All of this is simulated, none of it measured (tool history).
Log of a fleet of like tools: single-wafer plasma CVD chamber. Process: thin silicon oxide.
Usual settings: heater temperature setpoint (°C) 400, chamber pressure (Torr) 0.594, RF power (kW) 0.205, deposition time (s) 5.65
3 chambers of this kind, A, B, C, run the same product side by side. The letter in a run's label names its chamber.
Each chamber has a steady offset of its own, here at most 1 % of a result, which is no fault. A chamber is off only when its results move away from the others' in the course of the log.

run	hour	heater temperature setpoint (°C)	chamber pressure (Torr)	RF power (kW)	deposition time (s)	read-back reference wafer on the same gauge, thickness_nm	mean film thickness on the monitor wafer (nm)
1B	5.5	400	0.594	0.205	5.65	5.8203	6.3912
2C	11.4	400	0.594	0.205	5.65	5.8196	6.3734
3A	15.8	400	0.594	0.205	5.65	5.8223	6.4895
4A	20.7	400	0.594	0.205	5.65	5.8210	6.4907
5C	23.7	400	0.594	0.205	5.65	5.8225	6.3878
6B	27.5	400	0.594	0.205	5.65	5.8172	6.3776
7A	32.4	400	0.594	0.205	5.65	5.8233	6.4979
8B	37.3	400	0.594	0.205	5.65	5.8194	6.4028
9C	40.9	400	0.594	0.205	5.65	5.8204	6.3737
10A	45.0	400	0.594	0.205	5.65	5.8214	6.4874
11B	48.7	400	0.594	0.205	5.65	5.8186	6.3755
12C	54.4	400	0.594	0.205	5.65	5.8207	6.3811
13B	58.4	400	0.594	0.205	5.65	5.8207	6.3758
14A	63.3	400	0.594	0.205	5.65	5.8182	6.5116
15C	67.7	400	0.594	0.205	5.65	5.8206	6.3618
# hour 70.0: chamber C: capacitance manometer re-zeroed and calibrated
16C	72.6	400	0.594	0.205	5.65	5.8152	6.2747
17B	76.7	400	0.594	0.205	5.65	5.8184	6.3767
18A	82.6	400	0.594	0.205	6.61	5.8179	7.6099
19A	87.5	400	0.594	0.205	6.61	5.8215	7.5866
20C	91.7	400	0.594	0.205	6.61	5.8204	7.3512
21B	95.6	400	0.594	0.205	5.65	5.8178	6.3874
22B	98.7	400	0.594	0.205	5.65	5.8186	6.3832
23A	104.0	389	0.594	0.205	5.65	5.8172	6.5294
24C	107.5	389	0.594	0.205	5.65	5.8174	6.3085
25C	113.3	389	0.594	0.205	5.65	5.8190	6.3003
26B	118.4	400	0.594	0.205	5.65	5.8199	6.3777
27A	123.2	400	0.594	0.205	5.65	5.8196	6.4853

What goes on in this fleet: one chamber off, a drifting gauge, or nothing beyond the chambers' own small offsets? Name the chamber and the cause, if any.

A service left chamber C off against the others.
Cause: true pressure below the setpoint (%) = 1.56.

Here are 4 candidates for chamber C's next run, each the usual settings with a change, their results left as question marks. Which one brings its results back in line with what the others give on the usual settings?
In line means no further than this from the other chambers' mean on the usual settings: mean film thickness on the monitor wafer (nm) 0.0520
28C-1	128.0	400	0.604	0.205	5.71		?
28C-2	128.0	400	0.594	0.205	5.40		?
28C-3	128.0	400	0.594	0.205	5.49		?
28C-4	128.0	400	0.610	0.205	5.74		?

The other chambers' mean on the usual settings: mean film thickness on the monitor wafer (nm) 6.4383
run	mean film thickness on the monitor wafer (nm)
28C-1	6.4430
28C-2	5.9856
28C-3	6.0851
28C-4	6.5459
28C-1 brings the chamber back in line.

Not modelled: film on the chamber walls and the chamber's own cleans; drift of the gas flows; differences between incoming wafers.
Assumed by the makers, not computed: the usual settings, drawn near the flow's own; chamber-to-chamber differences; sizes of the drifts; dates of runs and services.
